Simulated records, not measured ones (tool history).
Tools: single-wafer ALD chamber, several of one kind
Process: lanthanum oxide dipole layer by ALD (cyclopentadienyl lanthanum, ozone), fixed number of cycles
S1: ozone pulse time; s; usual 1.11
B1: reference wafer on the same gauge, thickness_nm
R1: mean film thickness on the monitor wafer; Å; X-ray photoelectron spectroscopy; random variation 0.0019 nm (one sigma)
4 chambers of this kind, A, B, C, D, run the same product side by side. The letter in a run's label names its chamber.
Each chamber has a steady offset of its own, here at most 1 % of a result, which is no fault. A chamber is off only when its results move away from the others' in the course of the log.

run,hour,S1,B1,R1
1A,10.0,1.11,0.61177,5.1666
2D,24.1,1.11,0.61200,5.1114
3B,39.1,1.11,0.61221,5.0833
4C,50.9,1.11,0.61178,5.1500
5D,63.7,1.11,0.61221,5.1396
6A,72.6,1.11,0.61126,5.1277
7B,85.1,1.11,0.61162,5.1033
8C,95.5,1.11,0.61194,5.1826
9B,110.6,1.11,0.61194,5.0758
10D,124.8,1.11,0.61143,5.1155
# hour 131.9: chamber B: thermocouple changed; heater temperature recalibrated
11C,139.1,1.11,0.61191,5.1874
12A,148.0,1.11,0.61273,5.1266
13B,156.4,1.11,0.61184,5.1017
14C,165.1,0.75,0.61194,4.5010
15A,176.7,0.75,0.61211,4.4715
16D,184.4,0.75,0.61242,4.4751
17A,198.5,0.75,0.61175,4.5051
18D,210.8,1.38,0.61192,5.3950
19B,220.5,1.38,0.61219,5.3705
20C,236.1,1.38,0.61242,5.4514
21D,246.8,1.38,0.61109,5.3859
22C,259.1,0.72,0.61216,4.4013
23B,266.9,0.72,0.61197,4.3504
24A,276.2,0.72,0.61196,4.4316
# hour 279.5: chamber A: thermocouple changed; heater temperature recalibrated
25D,291.7,0.72,0.61195,4.3798
26A,300.6,1.11,0.61212,5.1275
27B,309.2,1.11,0.61210,5.1331
28C,317.1,1.11,0.61230,5.1653

Is one chamber off against the others, does the gauge drift, or is nothing wrong? If a chamber is off, say which, and what the likeliest cause is.

No chamber stands off beyond its own small offset, and the gauge holds steady.
